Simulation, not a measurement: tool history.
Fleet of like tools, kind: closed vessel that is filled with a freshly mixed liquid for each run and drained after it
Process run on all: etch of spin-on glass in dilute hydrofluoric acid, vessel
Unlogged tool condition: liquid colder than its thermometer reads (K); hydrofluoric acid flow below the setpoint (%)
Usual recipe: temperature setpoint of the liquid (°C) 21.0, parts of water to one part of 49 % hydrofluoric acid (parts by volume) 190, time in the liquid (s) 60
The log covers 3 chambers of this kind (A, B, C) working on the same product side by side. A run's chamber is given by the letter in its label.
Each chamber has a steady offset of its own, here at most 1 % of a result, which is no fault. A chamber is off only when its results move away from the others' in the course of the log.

run,day,temperature setpoint of the liquid (°C),parts of water to one part of 49 % hydrofluoric acid (parts by volume),time in the liquid (s),hours since the thermometer was replaced,hours since the hydrofluoric acid flow meter was replaced,"read-back film thickness of the spin-on glass reference wafer, read on the same gauge (nm)",thickness taken off the spin-on glass on a monitor wafer (nm)
1C,0.475,21.0,190,60,793.8,551.8,69.991,8.0906
2A,0.954,21.0,190,60,1424.4,813.0,70.014,7.9077
3B,1.329,21.0,190,60,104.4,139.1,70.017,8.0691
4A,1.675,21.0,190,60,1441.7,830.3,70.001,7.9189
5B,2.083,21.0,105,30,122.5,157.2,70.021,8.0696
6C,2.442,21.0,105,30,841.0,599.0,69.992,7.9363
7A,2.771,21.0,105,30,1468.0,856.6,69.999,7.7825
8B,3.067,21.0,190,60,146.1,180.8,69.970,7.8381
9C,3.396,21.0,190,60,863.9,621.9,69.974,7.9065
# day 3.554: chamber A: hydrofluoric acid flow meter replaced
10A,3.783,21.0,190,60,1492.3,5.5,69.977,7.9042
11C,4.221,21.0,190,60,883.7,641.7,70.034,7.9579
12B,4.538,21.0,190,60,181.4,216.1,69.985,7.9556
13C,4.950,21.0,190,60,901.2,659.2,69.981,7.9269
14A,5.383,21.0,190,60,1530.7,43.9,70.014,7.9247
15B,5.762,21.0,190,60,210.8,245.5,70.024,8.0280
16C,6.046,21.0,190,60,927.5,685.5,69.983,7.7625
17A,6.500,21.0,190,60,1557.5,70.7,69.967,7.8526
18B,6.904,25.5,190,85,238.2,272.9,70.017,13.3400
19B,7.200,25.5,190,85,245.3,280.0,70.018,13.5590
20A,7.671,25.5,190,85,1585.6,98.8,70.017,13.1530
21C,7.896,21.0,190,60,971.9,729.9,70.013,7.6876
22C,8.367,21.0,190,60,983.2,741.2,70.013,7.5668
23B,8.688,21.0,190,60,281.0,315.7,69.984,7.9854

All 3 chambers run these settings next. Forecast each chamber's results:
24A,9.033,21.0,190,60,,,,?
24B,9.033,21.0,190,60,,,,?
24C,9.033,21.0,190,60,,,,?

run,thickness taken off the spin-on glass on a monitor wafer (nm)
24A,7.9924
24B,8.0177
24C,7.5554
